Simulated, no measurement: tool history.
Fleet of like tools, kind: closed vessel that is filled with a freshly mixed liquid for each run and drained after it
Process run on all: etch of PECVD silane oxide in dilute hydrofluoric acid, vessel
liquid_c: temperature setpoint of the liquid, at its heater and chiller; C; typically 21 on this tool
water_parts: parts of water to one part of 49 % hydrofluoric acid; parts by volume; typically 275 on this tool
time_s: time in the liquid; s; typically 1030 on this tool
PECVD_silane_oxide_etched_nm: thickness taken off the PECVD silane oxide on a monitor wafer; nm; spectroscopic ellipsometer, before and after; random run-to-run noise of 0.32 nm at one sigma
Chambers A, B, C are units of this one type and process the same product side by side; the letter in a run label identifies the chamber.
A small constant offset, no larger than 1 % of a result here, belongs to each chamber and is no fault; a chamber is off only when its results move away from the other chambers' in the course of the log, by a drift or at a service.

run	hour	liquid_c	water_parts	time_s	read-back film thickness of the PECVD silane oxide reference wafer, read on the same gauge (nm)	PECVD_silane_oxide_etched_nm
1C	7.4	21	275	1030	139.98	53.650
# hour 12.1: chamber A: hydrofluoric acid flow meter replaced
2B	19.0	21	275	1030	140.01	54.127
3A	30.4	21	275	1030	140.00	54.260
4C	42.4	21	275	1030	140.01	53.672
5A	48.2	21	275	555	140.03	29.046
6B	55.2	21	275	555	139.99	29.038
7B	68.1	21	275	555	139.98	29.393
8A	81.0	21	275	1030	139.98	53.684
9C	93.7	21	275	1030	140.00	53.597
10C	101.4	21	275	1030	140.00	52.866
11A	109.2	21	275	1030	140.02	54.080
# hour 115.7: chamber C: thermometer replaced
12B	121.4	21	275	1030	140.03	54.466
13C	131.4	21	275	1030	140.00	53.929
14A	141.2	21	275	1030	140.03	55.593
15B	147.2	21	275	1030	139.99	54.485
16C	156.2	21	275	1030	140.02	53.548
17A	168.3	21	275	1030	140.04	55.812
18B	175.4	21	275	1030	140.01	54.377
19A	184.4	21	275	1030	140.01	55.942
20B	191.3	21	350	1030	140.02	39.439
21C	204.3	21	350	1030	140.03	39.394
22C	212.5	21	350	1030	140.00	39.118
23B	224.6	21	275	1360	140.02	71.452
24A	235.3	21	275	1360	139.98	76.408
25B	248.3	21	275	1360	140.03	70.956

All 3 chambers run these settings next. Forecast each chamber's results:
26A	257.6	21	275	685		?
26B	257.6	21	275	685		?
26C	257.6	21	275	685		?

run	PECVD_silane_oxide_etched_nm
26A	38.488
26B	35.976
26C	35.848
